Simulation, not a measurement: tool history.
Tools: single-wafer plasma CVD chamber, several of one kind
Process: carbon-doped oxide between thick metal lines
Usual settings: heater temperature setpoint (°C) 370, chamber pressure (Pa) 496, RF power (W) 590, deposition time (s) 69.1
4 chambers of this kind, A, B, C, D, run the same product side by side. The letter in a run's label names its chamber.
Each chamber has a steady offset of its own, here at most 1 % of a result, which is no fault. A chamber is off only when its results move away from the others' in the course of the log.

run   hour  heater temperature setpoint (°C)  chamber pressure (Pa)  RF power (W)  deposition time (s)  hours since the last thermocouple change  hours since the last RF generator calibration  hours since the last manometer calibration  read-back reference wafer on the same gauge, thickness_nm  mean film thickness on the monitor wafer (Å)
 1C    5.1                               370                    496           590                 69.1                                     335.1                                          601.2                                      1855.1                                                     393.83                                        3524.5
 2B   10.8                               370                    496           590                 69.1                                     309.1                                         2006.9                                       366.9                                                     393.56                                        3464.8
 3D   15.3                               370                    496           590                 69.1                                    2030.3                                          261.4                                      1263.1                                                     393.82                                        3540.2
 4A   18.7                               370                    496           590                 69.1                                     796.9                                          903.9                                       266.5                                                     393.81                                        3476.9
 5A   22.9                               370                    496           590                 69.1                                     801.1                                          908.1                                       270.7                                                     393.63                                        3521.1
 6D   26.4                               370                    496           590                 69.1                                    2041.4                                          272.5                                      1274.2                                                     394.01                                        3520.2
 7B   30.1                               370                    496           590                 69.1                                     328.4                                         2026.2                                       386.2                                                     394.39                                        3495.4
 8C   33.5                               370                    496           590                 69.1                                     363.5                                          629.6                                      1883.5                                                     394.29                                        3532.8
 9D   37.1                               370                    496           590                 69.1                                    2052.1                                          283.2                                      1284.9                                                     393.54                                        3502.2
10C   42.6                               370                    496           590                 69.1                                     372.6                                          638.7                                      1892.6                                                      394.2                                        3495.9
11A   48.4                               370                    496           590                 69.1                                     826.6                                          933.6                                       296.2                                                     393.53                                        3518.9
12B   52.7                               370                    496           590                 69.1                                       351                                         2048.8                                       408.8                                                     394.32                                        3517.8
13D   58.7                               370                    496           590                 69.1                                    2073.7                                          304.8                                      1306.5                                                     393.81                                        3546.7
14C   64.2                               370                    496           590                 69.1                                     394.2                                          660.3                                      1914.2                                                     393.97                                        3527.4
15A     67                               370                    496           590                 69.1                                     845.2                                          952.2                                       314.8                                                     393.92                                        3521.9
16B   70.7                               370                    496           590                 69.1                                       369                                         2066.8                                       426.8                                                     394.03                                        3489.9
17A   74.9                               370                    496           590                 69.1                                     853.1                                          960.1                                       322.7                                                     393.49                                        3474.2
18C   80.6                               370                    496           590                 69.1                                     410.6                                          676.7                                      1930.6                                                     394.46                                        3465.1
19D   85.1                               370                    496           590                 69.1                                    2100.1                                          331.2                                      1332.9                                                     394.09                                        3500.8
20B   88.9                               370                    496           590                 69.1                                     387.2                                           2085                                         445                                                     394.23                                        3507.4
21B   91.6                               370                    439           590                 64.6                                     389.9                                         2087.7                                       447.7                                                     394.71                                        3222.4
22D   95.1                               370                    439           590                 64.6                                    2110.1                                          341.2                                      1342.9                                                     393.95                                        3231.4
23A  100.6                               370                    439           590                 64.6                                     878.8                                          985.8                                       348.4                                                     393.72                                        3216.9
24C  106.1                               370                    439           590                 64.6                                     436.1                                          702.2                                      1956.1                                                     394.03                                        3169.1
25A    110                               370                    496           540                 69.1                                     888.2                                          995.2                                       357.8                                                     393.96                                        3320.3
26D  115.5                               370                    496           540                 69.1                                    2130.5                                          361.6                                      1363.3                                                     394.29                                        3333.4
27B    120                               370                    496           540                 69.1                                     418.3                                         2116.1                                       476.1                                                     393.41                                          3315
28C  125.9                               370                    496           540                 69.1                                     455.9                                            722                                      1975.9                                                     393.67                                        3243.3
29D    129                               370                    496           590                 69.1                                      2144                                          375.1                                      1376.8                                                     394.51                                        3535.4
30B  133.4                               370                    579           590                 69.1                                     431.7                                         2129.5                                       489.5                                                     393.98                                        3573.6
31A  138.6                               370                    579           590                 69.1                                     916.8                                         1023.8                                       386.4                                                     394.17                                        3565.4
32C  144.4                               370                    579           590                 69.1                                     474.4                                          740.5                                      1994.4                                                     394.31                                        3502.7
33B  150.2                               370                    579           590                 69.1                                     448.5                                         2146.3                                       506.3                                                     393.75                                        3568.7
34A  156.3                               370                    496           590                 69.1                                     934.5                                         1041.5                                       404.1                                                     394.53                                        3497.4
35D  159.5                               370                    396           590                 69.1                                    2174.5                                          405.6                                      1407.3                                                     394.37                                        3401.2
36C  164.6                               370                    396           590                 69.1                                     494.6                                          760.7                                      2014.6                                                     394.12                                        3333.3
37D    169                               370                    396           590                 69.1                                      2184                                          415.1                                      1416.8                                                     394.16                                          3439
38A  174.9                               370                    396           590                 69.1                                     953.1                                         1060.1                                       422.7                                                     394.37                                        3420.7
39C  180.5                               370                    496           590                 69.1                                     510.5                                          776.6                                      2030.5                                                     393.64                                        3369.4
40B  183.1                               370                    496           590                 69.1                                     481.4                                         2179.2                                       539.2                                                     394.02                                        3539.3

Is one chamber off against the others, does the gauge drift, or is nothing wrong? If a chamber is off, say which, and what the likeliest cause is.

Chamber C drifts away from the others.
Cause: delivered RF power below the setpoint (%) = 7.5.

Here are 4 candidates for chamber C's next run, each the usual settings with a change, their results left as question marks. Which one brings its results back in line with what the others give on the usual settings?
In line means no further than this from the other chambers' mean on the usual settings: mean film thickness on the monitor wafer (Å) 69
41C-1  187.5                               370                    501           610                 72.7                                                                                                                                                                                                                                             ?
41C-2  187.5                               370                    493           580                 67.3                                                                                                                                                                                                                                             ?
41C-3  187.5                               370                    505           625                 69.1                                                                                                                                                                                                                                             ?
41C-4  187.5                               371                    491           570                 65.6                                                                                                                                                                                                                                             ?

The other chambers' mean on the usual settings: mean film thickness on the monitor wafer (Å) 3508.7
  run  mean film thickness on the monitor wafer (Å)
41C-1                                        3644.1
41C-2                                        3267.5
41C-3                                        3518.9
41C-4                                        3143.4
41C-3 brings the chamber back in line.
